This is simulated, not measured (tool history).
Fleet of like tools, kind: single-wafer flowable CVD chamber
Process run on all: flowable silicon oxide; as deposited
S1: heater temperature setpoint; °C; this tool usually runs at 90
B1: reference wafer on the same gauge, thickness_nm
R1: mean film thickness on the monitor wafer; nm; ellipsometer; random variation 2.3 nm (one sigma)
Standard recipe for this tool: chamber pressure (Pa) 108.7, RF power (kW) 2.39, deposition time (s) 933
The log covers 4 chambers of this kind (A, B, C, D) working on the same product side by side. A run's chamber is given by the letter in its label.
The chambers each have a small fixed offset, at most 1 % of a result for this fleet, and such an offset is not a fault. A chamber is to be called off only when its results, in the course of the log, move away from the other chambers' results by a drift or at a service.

At hour 7.2: chamber A: RF generator calibrated.
Run 1B, hour 8.4: usual settings; B1 677.25. Result: R1 837.12 nm.
Run 2C, hour 17.8: usual settings; B1 677.07. Result: R1 841.26 nm.
Run 3A, hour 26.4: usual settings; B1 677.02. Result: R1 845.52 nm.
Run 4D, hour 36.6: usual settings; B1 677.23. Result: R1 829.73 nm.
Run 5D, hour 47.6: usual settings; B1 676.75. Result: R1 834.69 nm.
Run 6C, hour 56.3: usual settings; B1 677.25. Result: R1 844.76 nm.
Run 7B, hour 70.6: usual settings; B1 677.18. Result: R1 833.86 nm.
Run 8A, hour 84.5: usual settings; B1 677.25. Result: R1 840.58 nm.
Run 9C, hour 91.5: usual settings but chamber pressure (Pa) 88.4, RF power (kW) 2.78; B1 677.28. Result: R1 649.71 nm.
Run 10A, hour 103.3: usual settings but chamber pressure (Pa) 88.4, RF power (kW) 2.78; B1 676.78. Result: R1 650.57 nm.
Run 11D, hour 111: usual settings but chamber pressure (Pa) 88.4, RF power (kW) 2.78; B1 676.32. Result: R1 636.1 nm.
Run 12B, hour 119: usual settings but chamber pressure (Pa) 88.4, RF power (kW) 2.78; B1 676.66. Result: R1 646.88 nm.
Run 13C, hour 128: usual settings; B1 676.98. Result: R1 845.9 nm.
Run 14D, hour 141.6: usual settings; B1 677.11. Result: R1 832.86 nm.
At hour 144.3: chamber B: RF generator calibrated.
Run 15B, hour 156.9: usual settings; B1 676.84. Result: R1 835.51 nm.
Run 16A, hour 164.5: usual settings; B1 676.66. Result: R1 846.29 nm.
Run 17B, hour 176.4: usual settings; B1 677.41. Result: R1 833.5 nm.
Run 18A, hour 183: usual settings; B1 676.27. Result: R1 843.94 nm.
Run 19D, hour 196.1: usual settings; B1 677.23. Result: R1 836.12 nm.
Run 20C, hour 206: usual settings; B1 677.27. Result: R1 845.81 nm.
Run 21D, hour 213.2: usual settings; B1 676.98. Result: R1 836.21 nm.
Run 22A, hour 228.2: usual settings; B1 677.1. Result: R1 845.01 nm.
At hour 234.3: chamber C: capacitance manometer re-zeroed and calibrated.
Run 23C, hour 235.5: usual settings; B1 677.18. Result: R1 843.14 nm.
Run 24B, hour 248.7: usual settings; B1 677.59. Result: R1 833.56 nm.
Run 25A, hour 256.8: usual settings but chamber pressure (Pa) 96.8, deposition time (s) 762; B1 677.22. Result: R1 592.59 nm.
Run 26C, hour 268: usual settings but chamber pressure (Pa) 96.8, deposition time (s) 762; B1 676.83. Result: R1 591.57 nm.
Run 27D, hour 282.4: usual settings but chamber pressure (Pa) 96.8, deposition time (s) 762; B1 676.75. Result: R1 579.82 nm.
Run 28B, hour 292.7: usual settings but chamber pressure (Pa) 96.8, deposition time (s) 762; B1 676.36. Result: R1 587.22 nm.
Run 29B, hour 301: usual settings; B1 676.69. Result: R1 834.59 nm.
Run 30A, hour 307.9: usual settings; B1 677.02. Result: R1 843.89 nm.

What goes on in this fleet: one chamber off, a drifting gauge, or nothing beyond the chambers' own small offsets? Name the chamber and the cause, if any.

Nothing is wrong: each chamber keeps only its own small, steady offset and the gauge holds still.

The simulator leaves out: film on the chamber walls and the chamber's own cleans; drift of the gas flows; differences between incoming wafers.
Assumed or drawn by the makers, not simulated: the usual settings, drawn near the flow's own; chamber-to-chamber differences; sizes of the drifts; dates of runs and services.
